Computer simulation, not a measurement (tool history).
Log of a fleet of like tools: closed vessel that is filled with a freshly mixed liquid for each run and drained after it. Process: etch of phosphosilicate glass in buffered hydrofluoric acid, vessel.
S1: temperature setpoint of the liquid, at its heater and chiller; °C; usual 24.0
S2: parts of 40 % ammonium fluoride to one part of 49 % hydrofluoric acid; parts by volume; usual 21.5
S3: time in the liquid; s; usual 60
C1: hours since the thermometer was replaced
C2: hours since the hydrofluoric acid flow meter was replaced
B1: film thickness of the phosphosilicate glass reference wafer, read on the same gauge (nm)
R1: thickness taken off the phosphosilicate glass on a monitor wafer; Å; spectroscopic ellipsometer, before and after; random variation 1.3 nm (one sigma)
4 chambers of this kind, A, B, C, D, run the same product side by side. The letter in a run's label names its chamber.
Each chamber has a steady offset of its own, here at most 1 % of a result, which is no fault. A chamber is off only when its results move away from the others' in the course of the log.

{"run": "1B", "hour": 12.3, "S1": 24.0, "S2": 21.5, "S3": 60, "C1": 955.6, "C2": 65.4, "B1": 70.013, "R1": 2034.4}
{"run": "2D", "hour": 19.5, "S1": 24.0, "S2": 21.5, "S3": 60, "C1": 2131.5, "C2": 629.1, "B1": 69.987, "R1": 2037.2}
{"run": "3C", "hour": 33.1, "S1": 24.0, "S2": 21.5, "S3": 60, "C1": 205.5, "C2": 627.3, "B1": 70.008, "R1": 2038.3}
{"run": "4A", "hour": 41.0, "S1": 24.0, "S2": 21.5, "S3": 60, "C1": 2319.1, "C2": 174.3, "B1": 70.007, "R1": 2017.4}
{"run": "5A", "hour": 50.5, "S1": 24.0, "S2": 29.0, "S3": 90, "C1": 2328.6, "C2": 183.8, "B1": 69.988, "R1": 2462.9}
{"run": "6B", "hour": 61.4, "S1": 24.0, "S2": 29.0, "S3": 90, "C1": 1004.7, "C2": 114.5, "B1": 69.98, "R1": 2497.9}
{"run": "7C", "hour": 73.1, "S1": 24.0, "S2": 29.0, "S3": 90, "C1": 245.5, "C2": 667.3, "B1": 69.989, "R1": 2480.4}
{"hour": 79.5, "done": "chamber D: thermometer replaced"}
{"run": "8D", "hour": 82.6, "S1": 24.0, "S2": 29.0, "S3": 90, "C1": 3.1, "C2": 692.2, "B1": 70.003, "R1": 2491.7}
{"run": "9B", "hour": 95.4, "S1": 24.0, "S2": 21.5, "S3": 60, "C1": 1038.7, "C2": 148.5, "B1": 69.977, "R1": 2045.3}
{"run": "10A", "hour": 106.0, "S1": 24.0, "S2": 21.5, "S3": 60, "C1": 2384.1, "C2": 239.3, "B1": 70.002, "R1": 2028.9}
{"run": "11C", "hour": 118.7, "S1": 27.5, "S2": 21.5, "S3": 80, "C1": 291.1, "C2": 712.9, "B1": 69.999, "R1": 3294.0}
{"run": "12D", "hour": 128.8, "S1": 27.5, "S2": 21.5, "S3": 80, "C1": 49.3, "C2": 738.4, "B1": 70.008, "R1": 3272.7}
{"run": "13D", "hour": 141.1, "S1": 27.5, "S2": 21.5, "S3": 80, "C1": 61.6, "C2": 750.7, "B1": 70.001, "R1": 3274.9}
{"run": "14A", "hour": 155.9, "S1": 27.5, "S2": 21.5, "S3": 80, "C1": 2434.0, "C2": 289.2, "B1": 70.009, "R1": 3315.5}
{"run": "15C", "hour": 166.5, "S1": 24.0, "S2": 21.5, "S3": 60, "C1": 338.9, "C2": 760.7, "B1": 70.01, "R1": 2032.1}
{"run": "16B", "hour": 179.0, "S1": 24.0, "S2": 21.5, "S3": 60, "C1": 1122.3, "C2": 232.1, "B1": 70.004, "R1": 2054.1}
{"run": "17B", "hour": 195.5, "S1": 24.0, "S2": 21.5, "S3": 60, "C1": 1138.8, "C2": 248.6, "B1": 69.997, "R1": 2033.4}
{"run": "18D", "hour": 211.0, "S1": 24.0, "S2": 21.5, "S3": 60, "C1": 131.5, "C2": 820.6, "B1": 70.008, "R1": 2047.1}
{"run": "19A", "hour": 224.2, "S1": 24.0, "S2": 21.5, "S3": 60, "C1": 2502.3, "C2": 357.5, "B1": 69.982, "R1": 2012.7}
{"hour": 229.4, "done": "chamber A: thermometer replaced"}
{"run": "20C", "hour": 239.8, "S1": 24.0, "S2": 21.5, "S3": 60, "C1": 412.2, "C2": 834.0, "B1": 70.013, "R1": 2040.1}
{"run": "21A", "hour": 249.0, "S1": 24.0, "S2": 21.5, "S3": 60, "C1": 19.7, "C2": 382.3, "B1": 70.013, "R1": 2005.9}
{"hour": 252.5, "done": "chamber B: thermometer replaced"}
{"run": "22B", "hour": 263.1, "S1": 24.0, "S2": 21.5, "S3": 60, "C1": 10.6, "C2": 316.2, "B1": 70.013, "R1": 2043.4}
{"run": "23D", "hour": 274.0, "S1": 24.0, "S2": 21.5, "S3": 60, "C1": 194.5, "C2": 883.6, "B1": 70.011, "R1": 2039.1}
{"run": "24C", "hour": 290.2, "S1": 24.0, "S2": 21.5, "S3": 60, "C1": 462.6, "C2": 884.4, "B1": 69.998, "R1": 2042.7}
{"run": "25A", "hour": 300.4, "S1": 24.0, "S2": 21.5, "S3": 60, "C1": 71.1, "C2": 433.7, "B1": 69.983, "R1": 2020.9}
{"run": "26D", "hour": 315.7, "S1": 24.0, "S2": 21.5, "S3": 60, "C1": 236.2, "C2": 925.3, "B1": 69.997, "R1": 2056.3}
{"run": "27C", "hour": 329.1, "S1": 24.0, "S2": 21.5, "S3": 60, "C1": 501.5, "C2": 923.3, "B1": 70.002, "R1": 2058.3}
{"run": "28B", "hour": 343.4, "S1": 24.0, "S2": 21.5, "S3": 60, "C1": 90.9, "C2": 396.5, "B1": 69.991, "R1": 2034.4}
{"run": "29D", "hour": 353.8, "S1": 24.0, "S2": 21.5, "S3": 60, "C1": 274.3, "C2": 963.4, "B1": 69.988, "R1": 2035.2}
{"run": "30A", "hour": 363.9, "S1": 24.0, "S2": 21.5, "S3": 60, "C1": 134.6, "C2": 497.2, "B1": 70.008, "R1": 1996.6}
{"run": "31C", "hour": 375.1, "S1": 21.5, "S2": 21.5, "S3": 75, "C1": 547.5, "C2": 969.3, "B1": 69.989, "R1": 2237.1}
{"run": "32B", "hour": 384.9, "S1": 21.5, "S2": 21.5, "S3": 75, "C1": 132.4, "C2": 438.0, "B1": 69.977, "R1": 2235.5}
{"run": "33C", "hour": 394.9, "S1": 21.5, "S2": 21.5, "S3": 75, "C1": 567.3, "C2": 989.1, "B1": 69.984, "R1": 2233.5}
{"run": "34A", "hour": 410.6, "S1": 21.5, "S2": 21.5, "S3": 75, "C1": 181.3, "C2": 543.9, "B1": 69.991, "R1": 2214.6}
{"run": "35D", "hour": 419.9, "S1": 20.0, "S2": 14.0, "S3": 60, "C1": 340.4, "C2": 1029.5, "B1": 70.004, "R1": 2400.3}
{"run": "36B", "hour": 433.4, "S1": 20.0, "S2": 14.0, "S3": 60, "C1": 180.9, "C2": 486.5, "B1": 69.983, "R1": 2410.8}

What goes on in this fleet: one chamber off, a drifting gauge, or nothing beyond the chambers' own small offsets? Name the chamber and the cause, if any.

No chamber stands off beyond its own small offset, and the gauge holds steady.

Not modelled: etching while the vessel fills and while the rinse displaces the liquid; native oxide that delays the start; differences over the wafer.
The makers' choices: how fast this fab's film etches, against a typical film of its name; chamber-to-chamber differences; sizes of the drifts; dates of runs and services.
